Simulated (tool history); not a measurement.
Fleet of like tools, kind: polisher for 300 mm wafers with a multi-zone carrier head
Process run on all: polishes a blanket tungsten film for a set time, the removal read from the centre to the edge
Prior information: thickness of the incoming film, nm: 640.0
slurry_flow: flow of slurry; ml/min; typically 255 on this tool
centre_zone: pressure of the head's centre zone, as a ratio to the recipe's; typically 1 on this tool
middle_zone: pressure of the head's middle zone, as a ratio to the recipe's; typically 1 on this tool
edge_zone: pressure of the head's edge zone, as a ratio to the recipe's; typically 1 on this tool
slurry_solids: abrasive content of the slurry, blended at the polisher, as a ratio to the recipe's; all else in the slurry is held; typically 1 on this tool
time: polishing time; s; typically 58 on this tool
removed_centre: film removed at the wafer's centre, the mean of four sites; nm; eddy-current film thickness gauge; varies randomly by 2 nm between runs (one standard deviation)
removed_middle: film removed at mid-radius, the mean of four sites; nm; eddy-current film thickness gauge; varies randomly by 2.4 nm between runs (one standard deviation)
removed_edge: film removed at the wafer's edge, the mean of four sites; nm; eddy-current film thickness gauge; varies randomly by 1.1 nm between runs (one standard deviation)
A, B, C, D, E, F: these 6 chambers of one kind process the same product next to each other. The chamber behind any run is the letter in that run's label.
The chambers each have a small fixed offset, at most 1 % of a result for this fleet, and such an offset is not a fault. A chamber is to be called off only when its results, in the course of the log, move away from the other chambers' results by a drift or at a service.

run,hour,slurry_flow,centre_zone,middle_zone,edge_zone,slurry_solids,time,removed_centre,removed_middle,removed_edge
# hour 5.8: chamber B: worn pad replaced by a new one
1D,6.7,255,1,1,1,1,58,169.82,174.79,172.53
2F,10.7,255,1,1,1,1,58,174.1,166.84,173.04
# hour 16.4: chamber D: slurry nozzle cleaned
3B,17.4,255,1,1,1,1,58,166.82,169.79,172.3
# hour 19.9: chamber A: worn pad replaced by a new one
4A,21.2,255,1,1,1,1,58,171.98,173.55,171.72
5E,27.3,210,1,1.07,1,1,58,165.46,175.26,166.69
6C,33.6,210,1,1.07,1,1,58,164.62,178.2,169.18
# hour 39.7: chamber F: worn pad replaced by a new one
7E,40.2,210,1,1.07,1,1,58,167.77,176.54,167.85
8F,46.6,210,1,1.07,1,1,58,167.81,180.93,168.09
9C,53.1,210,1,1.07,1,1,58,169.7,173.74,168.81
10D,58.7,210,1,1.07,1,1,58,166.32,176.7,170.78
# hour 61.6: chamber E: slurry nozzle cleaned
11A,63.3,255,1,1,1,1,58,172.21,168.03,172.14
12B,68.6,255,1,1,1,1,58,170.11,172.51,170.78
# hour 72: chamber C: worn pad replaced by a new one
# hour 72.9: chamber B: edge zone pressure recalibrated
13A,74.9,255,1,1,1,1,58,171.21,171.85,171.16
14B,79.8,255,1,1,1,1,58,168.39,174.13,173.26
15D,86,255,1,1,1,1.25,58,179.29,178.72,181.53
16C,90.8,255,1,1,1,1.25,58,179.13,180.44,179.06
17F,94.5,255,1,1,1,1.25,58,184.07,175.95,182.55
18E,99.5,255,1,1,1,1.25,58,180.17,172.81,177.61
# hour 104.3: chamber D: centre zone pressure recalibrated
# hour 104.8: chamber E: worn pad replaced by a new one
19B,106.2,255,1,1,1,1.25,58,176.85,181.05,177.83
# hour 110.7: chamber B: worn pad replaced by a new one
20F,111.9,255,1,1,1,1.25,58,177.9,179.89,181.03
21E,116,255,1,1,1,1,58,171.8,169.91,168.4
# hour 118.7: chamber D: worn pad replaced by a new one
22D,121.4,255,1,1,1,1,58,188.79,170.37,170.52
# hour 125.7: chamber E: centre zone pressure recalibrated
23C,125.9,255,1,1,1,0.75,58,156.86,161.24,159.42
# hour 126.9: chamber F: centre zone pressure recalibrated
# hour 128: chamber A: worn pad replaced by a new one
24A,130.5,255,1,1,1,0.75,58,158.52,158.87,161.44
25D,137,255,1,1,1,0.75,58,176.89,159.65,162.79
26A,140.1,255,1,1,1,0.75,58,158.12,159.41,159.18
27E,145.8,255,1,1,1,0.75,58,159.31,159.94,158.31
28B,150.3,255,1,1,1,0.75,58,159.34,162.88,160.49
29C,157.4,255,1,1,1,1,58,167.51,174.48,171.9
30F,163.1,305,1.08,1,1,1,58,191.8,173.76,173.61
31C,169.9,305,1.08,1,1,1,58,191.08,176.55,175.42
32E,174.6,305,1.08,1,1,1,58,191.22,172.94,172.79
33B,177.8,305,1.08,1,1,1,58,190.15,173.65,173.24
34A,184.1,305,1.08,1,1,1,58,186.87,175.17,175.24
35D,189,305,1.08,1,1,1,58,206.17,175.24,174.49
36F,194.6,255,1,1,1,1,58,172.83,172.7,170.65

What goes on in this fleet: one chamber off, a drifting gauge, or nothing beyond the chambers' own small offsets? Name the chamber and the cause, if any.

A service on chamber D put it out of line with the rest.
Most likely cause: centre zone's pressure above its setpoint, % = 7.5.

Chamber D could run next with any of the 4 candidate recipes listed below; each alters the usual settings, and their results appear as question marks. Which one brings its results back in line with what the other chambers deliver on the usual settings?
To be in line, a result may differ from the other chambers' mean on the usual settings by at most: removed_centre 7 nm; removed_middle 8.4 nm; removed_edge 4 nm
37D-1,199.7,265,1.13,0.97,0.96,1,60,?,?,?
37D-2,199.7,250,0.94,1.01,1.02,1,57,?,?,?
37D-3,199.7,245,0.88,1.03,1.04,1,56,?,?,?
37D-4,199.7,260,1.06,0.99,0.98,1,59,?,?,?

What the other chambers average on the usual settings: removed_centre 170.11 nm; removed_middle 170.37 nm; removed_edge 171.18 nm
run,removed_centre,removed_middle,removed_edge
37D-1,218.83,172.17,175.27
37D-2,169.2,168.79,170.99
37D-3,154.3,168.5,169.41
37D-4,200.44,172.2,173.9
37D-2 brings the chamber back in line.
